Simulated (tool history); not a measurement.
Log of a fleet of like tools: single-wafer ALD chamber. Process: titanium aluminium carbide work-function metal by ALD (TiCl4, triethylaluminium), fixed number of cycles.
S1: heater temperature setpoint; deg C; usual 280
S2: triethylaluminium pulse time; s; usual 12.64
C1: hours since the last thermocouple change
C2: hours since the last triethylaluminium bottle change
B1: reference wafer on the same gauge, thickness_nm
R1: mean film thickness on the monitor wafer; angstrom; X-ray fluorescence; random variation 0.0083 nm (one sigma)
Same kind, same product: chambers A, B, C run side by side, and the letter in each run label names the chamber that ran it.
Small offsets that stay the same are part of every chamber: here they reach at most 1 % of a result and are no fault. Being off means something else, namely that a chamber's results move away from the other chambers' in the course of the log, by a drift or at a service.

Run 1B, hour 7.4: usual settings; C1 405.5; C2 114.7; B1 1.4909. Result: R1 18.684 angstrom.
Run 2A, hour 16.3: usual settings; C1 179.8; C2 324.2; B1 1.4877. Result: R1 18.799 angstrom.
Run 3C, hour 28: usual settings; C1 233.6; C2 246.3; B1 1.4915. Result: R1 18.648 angstrom.
Run 4B, hour 42.1: usual settings; C1 440.2; C2 149.4; B1 1.4918. Result: R1 18.626 angstrom.
Run 5C, hour 58.5: usual settings; C1 264.1; C2 276.8; B1 1.49. Result: R1 18.432 angstrom.
Run 6A, hour 71.4: usual settings; C1 234.9; C2 379.3; B1 1.4895. Result: R1 18.658 angstrom.
Run 7A, hour 85.2: usual settings; C1 248.7; C2 393.1; B1 1.49. Result: R1 18.826 angstrom.
Run 8B, hour 94.7: usual settings; C1 492.8; C2 202; B1 1.4907. Result: R1 18.565 angstrom.
Run 9C, hour 106.9: usual settings; C1 312.5; C2 325.2; B1 1.4905. Result: R1 18.532 angstrom.
Run 10A, hour 123.3: usual settings; C1 286.8; C2 431.2; B1 1.4903. Result: R1 18.756 angstrom.
Run 11C, hour 136.7: usual settings; C1 342.3; C2 355; B1 1.4893. Result: R1 18.555 angstrom.
Run 12B, hour 145.2: usual settings but S1 274 deg C; C1 543.3; C2 252.5; B1 1.4901. Result: R1 18.172 angstrom.
Run 13C, hour 154.9: usual settings but S1 274 deg C; C1 360.5; C2 373.2; B1 1.4901. Result: R1 18.069 angstrom.
Run 14B, hour 164.9: usual settings but S1 274 deg C; C1 563; C2 272.2; B1 1.4897. Result: R1 18.132 angstrom.
Run 15A, hour 173.7: usual settings; C1 337.2; C2 481.6; B1 1.491. Result: R1 18.924 angstrom.
Run 16A, hour 185.9: usual settings; C1 349.4; C2 493.8; B1 1.4893. Result: R1 18.625 angstrom.
Run 17C, hour 202: usual settings but S2 8.95 s; C1 407.6; C2 420.3; B1 1.4881. Result: R1 17.981 angstrom.
Run 18B, hour 212.1: usual settings but S2 8.95 s; C1 610.2; C2 319.4; B1 1.49. Result: R1 17.871 angstrom.
Run 19B, hour 227.6: usual settings but S2 8.95 s; C1 625.7; C2 334.9; B1 1.4913. Result: R1 17.802 angstrom.
Run 20A, hour 235.9: usual settings; C1 399.4; C2 543.8; B1 1.4905. Result: R1 18.843 angstrom.

For the next run the whole fleet of 3 chambers uses the same settings. Give each chamber's results:
Run 21A, hour 247.8: usual settings but S2 14.17 s. Result: R1 ?.
Run 21B, hour 247.8: usual settings but S2 14.17 s. Result: R1 ?.
Run 21C, hour 247.8: usual settings but S2 14.17 s. Result: R1 ?.

run      R1
21A  18.903
21B  18.786
21C  18.623
